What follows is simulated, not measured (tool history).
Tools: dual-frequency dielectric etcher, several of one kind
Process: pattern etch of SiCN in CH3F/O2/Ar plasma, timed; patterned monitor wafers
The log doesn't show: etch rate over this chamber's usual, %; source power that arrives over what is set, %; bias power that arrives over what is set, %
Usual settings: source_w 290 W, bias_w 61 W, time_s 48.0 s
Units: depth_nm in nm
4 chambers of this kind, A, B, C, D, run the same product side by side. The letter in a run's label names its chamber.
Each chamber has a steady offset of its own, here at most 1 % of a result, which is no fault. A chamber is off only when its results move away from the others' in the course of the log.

run	day	source_w	bias_w	time_s	hours since the last wet clean	hours since the last source power generator calibration	hours since the last bias power generator calibration	read-back reference wafer on the same gauge, depth_nm	depth_nm
1A	0.388	290	61	48.0	174.5	1795.0	549.1	13.604	15.069
2D	0.821	290	61	48.0	589.8	578.7	1128.8	13.611	14.982
3C	1.067	290	61	48.0	67.3	1449.0	1691.1	13.609	15.075
4B	1.504	290	61	48.0	189.3	2398.7	2093.1	13.612	15.068
5D	1.771	290	61	48.0	612.6	601.5	1151.6	13.612	14.975
6B	2.079	290	61	48.0	203.1	2412.5	2106.9	13.616	15.016
7C	2.462	290	61	48.0	100.8	1482.5	1724.6	13.623	15.067
8A	2.879	290	61	48.0	234.3	1854.8	608.9	13.617	15.095
# day 2.929: chamber D: wet clean of the chamber
9C	3.104	290	61	48.0	116.2	1497.9	1740.0	13.623	15.049
10D	3.492	290	61	48.0	13.5	642.8	1192.9	13.617	14.949
11B	3.758	290	61	48.0	243.4	2452.8	2147.2	13.624	15.040
12A	4.104	290	61	48.0	263.7	1884.2	638.3	13.630	15.077
13D	4.450	290	61	48.0	36.5	665.8	1215.9	13.627	15.018
14C	4.662	290	61	48.0	153.6	1535.3	1777.4	13.637	15.099
15B	4.942	290	61	48.0	271.8	2481.2	2175.6	13.641	15.048
16A	5.279	310	61	48.0	291.9	1912.4	666.5	13.636	15.504
17A	5.558	310	61	48.0	298.6	1919.1	673.2	13.644	15.436
# day 5.804: chamber A: source power generator calibrated
18C	5.988	310	61	48.0	185.4	1567.1	1809.2	13.640	15.478
19D	6.321	310	61	48.0	81.4	710.7	1260.8	13.639	15.349
20B	6.712	290	61	48.0	314.3	2523.7	2218.1	13.652	15.095
21D	7.162	290	61	48.0	101.6	730.9	1281.0	13.651	14.987
22A	7.521	290	61	48.0	345.7	41.3	720.3	13.653	15.138
23B	7.758	290	61	48.0	339.4	2548.8	2243.2	13.657	15.040
24C	8.196	290	61	48.0	238.4	1620.1	1862.2	13.657	15.143
25D	8.496	290	61	48.0	133.6	762.9	1313.0	13.668	15.025
26A	8.892	290	61	48.0	378.6	74.2	753.2	13.659	15.141
27C	9.200	290	56	34.5	262.5	1644.2	1886.3	13.658	10.538
28B	9.604	290	56	34.5	383.7	2593.1	2287.5	13.674	10.518
29C	9.879	290	56	34.5	278.8	1660.5	1902.6	13.671	10.538
30D	10.212	290	56	34.5	174.8	804.1	1354.2	13.671	10.458
31B	10.617	290	75	48.0	408.0	2617.4	2311.8	13.668	16.281
32A	10.842	290	75	48.0	425.4	121.0	800.0	13.675	16.282
33D	11.188	290	75	48.0	198.2	827.5	1377.6	13.678	16.157
34A	11.592	290	75	48.0	443.4	139.0	818.0	13.684	16.356
35C	11.942	290	61	48.0	328.3	1710.0	1952.1	13.680	15.168
36B	12.200	290	61	48.0	446.0	2655.4	2349.8	13.685	15.148
37D	12.642	290	71	36.5	233.1	862.4	1412.5	13.690	12.061
# day 12.729: chamber A: wet clean of the chamber
38B	13.017	290	71	36.5	465.6	2675.0	2369.4	13.688	12.137
39C	13.217	290	71	36.5	358.9	1740.6	1982.7	13.691	12.143
40A	13.500	290	71	36.5	18.6	184.8	863.8	13.701	12.169

Is one chamber off against the others, does the gauge drift, or is nothing wrong? If a chamber is off, say which, and what the likeliest cause is.

The gauge drifts, so all chambers seem to drift together. No chamber is off.
Cause: gauge reads high (%) = 0.715.
